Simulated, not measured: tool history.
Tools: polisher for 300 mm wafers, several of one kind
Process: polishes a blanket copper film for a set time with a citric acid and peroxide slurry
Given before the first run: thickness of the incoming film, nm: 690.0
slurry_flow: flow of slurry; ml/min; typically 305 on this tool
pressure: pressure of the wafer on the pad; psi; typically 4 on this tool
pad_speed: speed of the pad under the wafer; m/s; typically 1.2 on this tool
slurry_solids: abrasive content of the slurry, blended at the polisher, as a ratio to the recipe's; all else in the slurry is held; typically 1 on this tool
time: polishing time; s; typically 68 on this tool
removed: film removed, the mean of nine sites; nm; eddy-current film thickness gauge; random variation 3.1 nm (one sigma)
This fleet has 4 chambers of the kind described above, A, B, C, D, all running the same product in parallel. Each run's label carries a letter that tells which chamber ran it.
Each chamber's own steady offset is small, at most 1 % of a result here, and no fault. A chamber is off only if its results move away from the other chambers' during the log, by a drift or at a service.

| run | hour | slurry_flow | pressure | pad_speed | slurry_solids | time | removed |
|---|---|---|---|---|---|---|---|
| 1B | 6.7 | 305 | 4 | 1.2 | 1 | 68 | 214.47 |
|  | 19.1 | chamber A: head pressure recalibrated |
| 2A | 19.6 | 305 | 4 | 1.2 | 1 | 68 | 218.05 |
| 3D | 26.4 | 305 | 4 | 1.2 | 1 | 68 | 217.46 |
|  | 36.3 | chamber C: worn pad replaced by a new one |
| 4C | 38.2 | 305 | 4 | 1.2 | 1 | 68 | 216.51 |
| 5D | 50.8 | 305 | 4 | 1.2 | 1 | 68 | 214.74 |
|  | 56.5 | chamber A: slurry blender recalibrated |
| 6A | 58.7 | 305 | 4 | 1.2 | 1 | 68 | 218.6 |
| 7C | 69.3 | 345 | 4 | 1.2 | 1.15 | 68 | 224.45 |
|  | 75.1 | chamber A: worn pad replaced by a new one |
| 8B | 75.8 | 345 | 4 | 1.2 | 1.15 | 68 | 219.16 |
|  | 81.4 | chamber B: worn pad replaced by a new one |
| 9B | 86.1 | 345 | 4 | 1.2 | 1.15 | 68 | 218.85 |
| 10C | 94.7 | 345 | 4 | 1.2 | 1.15 | 68 | 230.26 |
|  | 99.6 | chamber C: slurry blender recalibrated |
| 11A | 108 | 225 | 4 | 1.34 | 1 | 68 | 228.68 |
|  | 109.5 | chamber B: slurry nozzle cleaned |
| 12D | 115.1 | 225 | 4 | 1.34 | 1 | 68 | 227.16 |
| 13A | 126.9 | 225 | 4 | 1.34 | 1 | 68 | 233.33 |
| 14D | 137.5 | 225 | 4 | 1.34 | 1 | 68 | 226 |
|  | 141.7 | chamber B: slurry blender recalibrated |
| 15B | 148.8 | 305 | 4 | 1.2 | 1 | 68 | 213.97 |
| 16C | 159.9 | 305 | 4 | 1.2 | 1 | 68 | 216.91 |
|  | 163.1 | chamber C: worn pad replaced by a new one |
| 17C | 169 | 305 | 4 | 1.2 | 1 | 68 | 215.77 |
|  | 172.6 | chamber B: worn pad replaced by a new one |
| 18A | 179 | 305 | 4 | 1.2 | 1 | 68 | 212.56 |
|  | 187.4 | chamber A: slurry nozzle cleaned |
| 19D | 191.2 | 305 | 4 | 1.2 | 1 | 68 | 203.8 |
| 20B | 199.2 | 305 | 4 | 1.2 | 1 | 68 | 210.78 |
| 21B | 208 | 305 | 4 | 1.2 | 1 | 68 | 210.28 |
| 22A | 214.1 | 305 | 4 | 1.5 | 1.15 | 68 | 270.5 |
|  | 217.7 | chamber A: worn pad replaced by a new one |
| 23C | 225.3 | 305 | 4 | 1.5 | 1.15 | 68 | 273.87 |
| 24D | 235.1 | 305 | 4 | 1.5 | 1.15 | 68 | 264.16 |
|  | 242.4 | chamber A: slurry blender recalibrated |
|  | 243.9 | chamber D: head pressure recalibrated |
| 25A | 246.2 | 305 | 4 | 1.5 | 1.15 | 68 | 271.52 |
| 26B | 255 | 305 | 4 | 1.2 | 1 | 68 | 212.38 |
|  | 259.7 | chamber B: worn pad replaced by a new one |
| 27C | 264.6 | 305 | 4 | 1.2 | 1 | 68 | 213.78 |
|  | 269.6 | chamber C: slurry nozzle cleaned |
| 28D | 276.5 | 305 | 4 | 1.2 | 1 | 68 | 195.12 |
|  | 280.7 | chamber D: slurry blender recalibrated |
| 29B | 282.5 | 305 | 4 | 1.2 | 1 | 68 | 213.24 |
|  | 287.7 | chamber C: worn pad replaced by a new one |
| 30C | 289.4 | 305 | 4 | 1.2 | 1 | 68 | 206.9 |
|  | 295.6 | chamber D: slurry nozzle cleaned |
| 31A | 295.8 | 305 | 4 | 1.2 | 1 | 68 | 214.86 |
| 32D | 304.5 | 305 | 4 | 1.2 | 1 | 68 | 194.25 |
| 33A | 313.8 | 305 | 4 | 1.2 | 1 | 77 | 236.9 |

Has any chamber moved away from the others, gradually or after a service, or does the common gauge drift, or do the chambers differ only by their own small steady offsets? State the chamber and the most likely cause if one applies.

One chamber, D, drifts off from the rest bit by bit.
What lies behind it: removal rate lost through wear of the pad, % = 9.64.

Chamber D could run next with any of the 4 candidate recipes listed below; each alters the usual settings, and their results appear as question marks. Which one brings its results back in line with what the other chambers deliver on the usual settings?
To be in line, a result may differ from the other chambers' mean on the usual settings by at most: removed 11 nm
| 34D-1 | 323.4 | 305 | 3.7 | 1.12 | 1 | 64 | ? |
| 34D-2 | 323.4 | 305 | 4.4 | 1.2 | 1 | 75 | ? |
| 34D-3 | 323.4 | 305 | 4.1 | 1.24 | 1 | 70 | ? |
| 34D-4 | 323.4 | 305 | 4 | 1.08 | 1 | 68 | ? |

What the other chambers average on the usual settings: removed 211.93 nm
| run | removed |
|---|---|
| 34D-1 | 156.33 |
| 34D-2 | 233.04 |
| 34D-3 | 209.55 |
| 34D-4 | 173.02 |
34D-3 is the one that brings the chamber's results back in line with the other chambers.
